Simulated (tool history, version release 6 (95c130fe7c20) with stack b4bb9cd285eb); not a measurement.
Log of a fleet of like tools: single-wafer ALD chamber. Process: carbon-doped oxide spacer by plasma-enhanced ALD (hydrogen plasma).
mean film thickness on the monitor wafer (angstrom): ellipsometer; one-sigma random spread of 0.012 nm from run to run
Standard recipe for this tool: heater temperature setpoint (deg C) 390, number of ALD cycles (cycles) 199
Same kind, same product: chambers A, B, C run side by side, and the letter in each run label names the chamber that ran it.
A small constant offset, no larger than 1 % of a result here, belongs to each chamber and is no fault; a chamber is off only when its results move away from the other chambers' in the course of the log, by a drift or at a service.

| run | hour | heater temperature setpoint (deg C) | number of ALD cycles (cycles) | hours since the last thermocouple change | read-back reference wafer on the same gauge, thickness_nm | mean film thickness on the monitor wafer (angstrom) |
|---|---|---|---|---|---|---|
| 1A | 3 | 390 | 199 | 1621.8 | 8.6811 | 100.43 |
| 2B | 6.2 | 390 | 199 | 2053.5 | 8.6822 | 99.538 |
| 3C | 10.9 | 390 | 199 | 67.5 | 8.6828 | 99.639 |
| 4B | 13.9 | 390 | 199 | 2061.2 | 8.6886 | 99.622 |
| 5A | 16.6 | 390 | 199 | 1635.4 | 8.6849 | 100.4 |
| 6C | 19 | 390 | 199 | 75.6 | 8.6865 | 99.496 |
| 7A | 22.2 | 390 | 199 | 1641 | 8.687 | 100.7 |
| 8C | 27 | 390 | 199 | 83.6 | 8.6923 | 99.59 |
| 9B | 30.6 | 397 | 199 | 2077.9 | 8.6915 | 99.61 |
| 10A | 35.1 | 397 | 199 | 1653.9 | 8.6923 | 100.63 |
| 11C | 39.1 | 397 | 199 | 95.7 | 8.6942 | 99.615 |
| 12B | 43 | 390 | 199 | 2090.3 | 8.6957 | 99.718 |
| 13B | 46.8 | 390 | 199 | 2094.1 | 8.6979 | 99.651 |
| 14A | 50 | 390 | 199 | 1668.8 | 8.6984 | 100.78 |
| 15C | 54.7 | 390 | 199 | 111.3 | 8.6966 | 99.741 |
| 16C | 58.3 | 390 | 199 | 114.9 | 8.7007 | 99.689 |
| 17A | 62.9 | 390 | 171 | 1681.7 | 8.7038 | 86.593 |
|  | 64.4 | chamber B: thermocouple changed; heater temperature recalibrated |
| 18B | 65.4 | 390 | 171 | 1 | 8.706 | 85.942 |
| 19B | 68.3 | 390 | 171 | 3.9 | 8.7047 | 85.784 |
| 20C | 71.5 | 390 | 199 | 128.1 | 8.7064 | 99.637 |
| 21A | 76 | 390 | 199 | 1694.8 | 8.7057 | 100.73 |
| 22A | 80.8 | 390 | 199 | 1699.6 | 8.7094 | 100.75 |
| 23B | 84.4 | 390 | 199 | 20 | 8.7101 | 99.676 |
| 24C | 88.2 | 377 | 178 | 144.8 | 8.7143 | 89.29 |
| 25B | 90.5 | 377 | 178 | 26.1 | 8.7117 | 89.64 |
| 26C | 94.1 | 377 | 178 | 150.7 | 8.712 | 89.225 |
| 27A | 97 | 390 | 199 | 1715.8 | 8.715 | 100.82 |
| 28A | 101.1 | 390 | 199 | 1719.9 | 8.7153 | 100.69 |
| 29B | 105.1 | 390 | 199 | 40.7 | 8.7207 | 100.11 |
|  | 107.6 | chamber A: thermocouple changed; heater temperature recalibrated |
| 30C | 108.5 | 390 | 199 | 165.1 | 8.7214 | 99.842 |
| 31C | 110.9 | 390 | 199 | 167.5 | 8.7224 | 99.936 |
| 32A | 114.2 | 390 | 199 | 6.6 | 8.7208 | 100.86 |
| 33B | 118.5 | 390 | 199 | 54.1 | 8.7233 | 100.03 |

All 3 chambers run these settings next. Forecast each chamber's results:
| 34A | 122 | 390 | 199 |  |  | ? |
| 34B | 122 | 390 | 199 |  |  | ? |
| 34C | 122 | 390 | 199 |  |  | ? |

| run | mean film thickness on the monitor wafer (angstrom) |
|---|---|
| 34A | 100.92 |
| 34B | 99.921 |
| 34C | 99.979 |
